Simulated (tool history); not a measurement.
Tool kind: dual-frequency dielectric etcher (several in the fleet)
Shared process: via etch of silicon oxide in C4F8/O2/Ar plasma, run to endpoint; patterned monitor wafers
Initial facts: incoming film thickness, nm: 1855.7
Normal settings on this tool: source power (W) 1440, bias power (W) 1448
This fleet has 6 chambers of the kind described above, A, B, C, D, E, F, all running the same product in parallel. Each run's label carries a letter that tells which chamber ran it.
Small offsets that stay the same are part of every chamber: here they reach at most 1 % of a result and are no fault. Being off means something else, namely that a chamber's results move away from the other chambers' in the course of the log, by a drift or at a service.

run,hour,source power (W),bias power (W),endpoint time (s)
1A,8.7,1440,1448,461.66
2E,23.2,1440,1448,459.02
3C,36.4,1440,1448,455.85
4F,49.5,1440,1448,455.36
# hour 50.6: chamber C: wet clean of the chamber
5D,60.7,1440,1448,461.13
6B,68.0,1440,1448,452.77
7A,81.4,1440,1448,460.47
8D,91.0,1440,1448,463.38
9C,101.9,1440,1448,459.58
10E,109.2,1440,1448,461.11
# hour 119.1: chamber D: wet clean of the chamber
11B,121.2,1440,1448,460.76
12F,132.6,1440,1448,453.14
# hour 137.6: chamber B: wet clean of the chamber
13B,146.3,1440,1448,468.86
14D,158.4,1440,1448,460.98
15C,167.6,1440,1448,459.06
16E,179.8,1640,1448,432.66
17F,187.3,1640,1448,427.10
18A,194.7,1640,1448,439.67
19C,205.0,1640,1448,432.51
20F,213.9,1640,1448,426.16
21E,224.0,1640,1448,433.47
22D,237.3,1440,1448,464.55
# hour 244.9: chamber F: wet clean of the chamber
23B,245.4,1440,1448,466.78
24A,252.8,1440,1448,457.45
25A,266.5,1440,1448,454.50
# hour 268.6: chamber C: source power generator calibrated
26B,274.9,1440,1448,471.70
27D,288.2,1440,1448,465.45
28C,299.9,1440,1448,456.08
29F,310.6,1440,1448,449.87
# hour 320.3: chamber E: wet clean of the chamber
30E,322.9,1440,1448,449.17
31D,330.1,1440,1448,464.40
32F,339.9,1650,1448,427.73
33C,353.7,1650,1448,432.74
34B,367.2,1650,1448,444.38
35E,378.9,1650,1448,431.45
36A,387.6,1650,1448,432.35

Read the log: is a single chamber off, either drifting away or since a service, is the gauge that measures every chamber drifting, or is nothing wrong beyond small per-chamber offsets? Name any odd chamber and what most likely caused it.

Chamber B has stood off from the others ever since a service on it.
Cause: etch rate under this chamber's usual, % = 3.11.

Here are 4 candidates for chamber B's next run, each the usual settings with a change, their results left as question marks. Which one brings its results back in line with what the others give on the usual settings?
Counts as in line when no further than this from what the other chambers average on the usual settings: endpoint time (s) 9.90
37B-1,397.9,1370,1400,?
37B-2,397.9,1280,1335,?
37B-3,397.9,1440,1804,?
37B-4,397.9,1440,1601,?

Mean of the other chambers on the usual settings: endpoint time (s) 457.44
run,endpoint time (s)
37B-1,485.57
37B-2,505.78
37B-3,442.91
37B-4,458.34
37B-4 puts the chamber back in line with the other chambers.
